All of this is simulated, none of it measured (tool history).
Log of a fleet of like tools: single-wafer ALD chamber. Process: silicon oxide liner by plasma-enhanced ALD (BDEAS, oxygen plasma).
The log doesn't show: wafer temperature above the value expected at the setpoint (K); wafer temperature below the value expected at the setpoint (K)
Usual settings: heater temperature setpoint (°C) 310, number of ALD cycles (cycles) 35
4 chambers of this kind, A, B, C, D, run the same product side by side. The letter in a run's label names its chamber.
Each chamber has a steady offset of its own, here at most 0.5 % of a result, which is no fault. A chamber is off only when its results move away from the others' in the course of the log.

run	hour	heater temperature setpoint (°C)	number of ALD cycles (cycles)	hours since the last thermocouple change	read-back reference wafer on the same gauge, thickness_nm	mean film thickness on the monitor wafer (Å)
1A	9.1	310	35	348	3.1408	32.205
2D	19.3	310	35	1249.6	3.141	31.995
3B	30.5	310	35	1772.3	3.1391	31.928
4C	38.3	310	35	1922.4	3.1389	32.248
5B	48.2	310	35	1790	3.1443	32.135
6A	59.5	318	30	398.4	3.1414	27.259
7D	67.6	318	30	1297.9	3.1379	27.264
8C	82.1	318	30	1966.2	3.1431	27.06
9D	95.5	318	30	1325.8	3.1408	26.86
10A	106.3	310	35	445.2	3.1354	31.99
11B	116.2	310	35	1858	3.135	31.763
12C	129.7	310	35	2013.8	3.1385	32.15
13D	142.9	310	35	1373.2	3.1411	32.224
14A	158.3	310	35	497.2	3.1402	31.911
15C	166.4	318	35	2050.5	3.1381	31.759
16B	174.7	318	35	1916.5	3.1419	31.664
17D	186.2	318	35	1416.5	3.1389	31.468
18B	198.5	318	35	1940.3	3.1429	31.666
19A	209.1	310	35	548	3.1357	32.026
20C	219.9	310	35	2104	3.133	31.73
21A	229.9	310	35	568.8	3.1407	31.904
22B	244.2	310	35	1986	3.1384	31.92
23D	256.4	315	35	1486.7	3.1391	31.486
# hour 261.5: chamber C: thermocouple changed; heater temperature recalibrated
24C	266.1	315	35	4.7	3.1397	31.41
25C	273.5	315	35	12.1	3.144	31.789
26D	284.6	315	35	1514.9	3.1389	31.693
27B	299.3	310	35	2041.1	3.1411	32.168
28A	311.1	310	35	650	3.1419	32.497
29D	325.5	310	35	1555.8	3.1381	32.047
30A	338.8	310	35	677.7	3.1422	31.82
31B	354.1	310	35	2095.9	3.1444	32.022
32C	361	310	35	99.6	3.144	31.899
33B	368.7	310	35	2110.5	3.1414	32.05
34D	378.7	310	35	1609	3.1413	31.961
35C	393.4	310	35	132	3.1358	31.771
36A	404.7	310	35	743.6	3.1403	32.261

Next, every chamber runs the same settings. What will each give?
37A	415.8	310	35			?
37B	415.8	310	35			?
37C	415.8	310	35			?
37D	415.8	310	35			?

run	mean film thickness on the monitor wafer (Å)
37A	32.258
37B	31.654
37C	31.894
37D	32.153

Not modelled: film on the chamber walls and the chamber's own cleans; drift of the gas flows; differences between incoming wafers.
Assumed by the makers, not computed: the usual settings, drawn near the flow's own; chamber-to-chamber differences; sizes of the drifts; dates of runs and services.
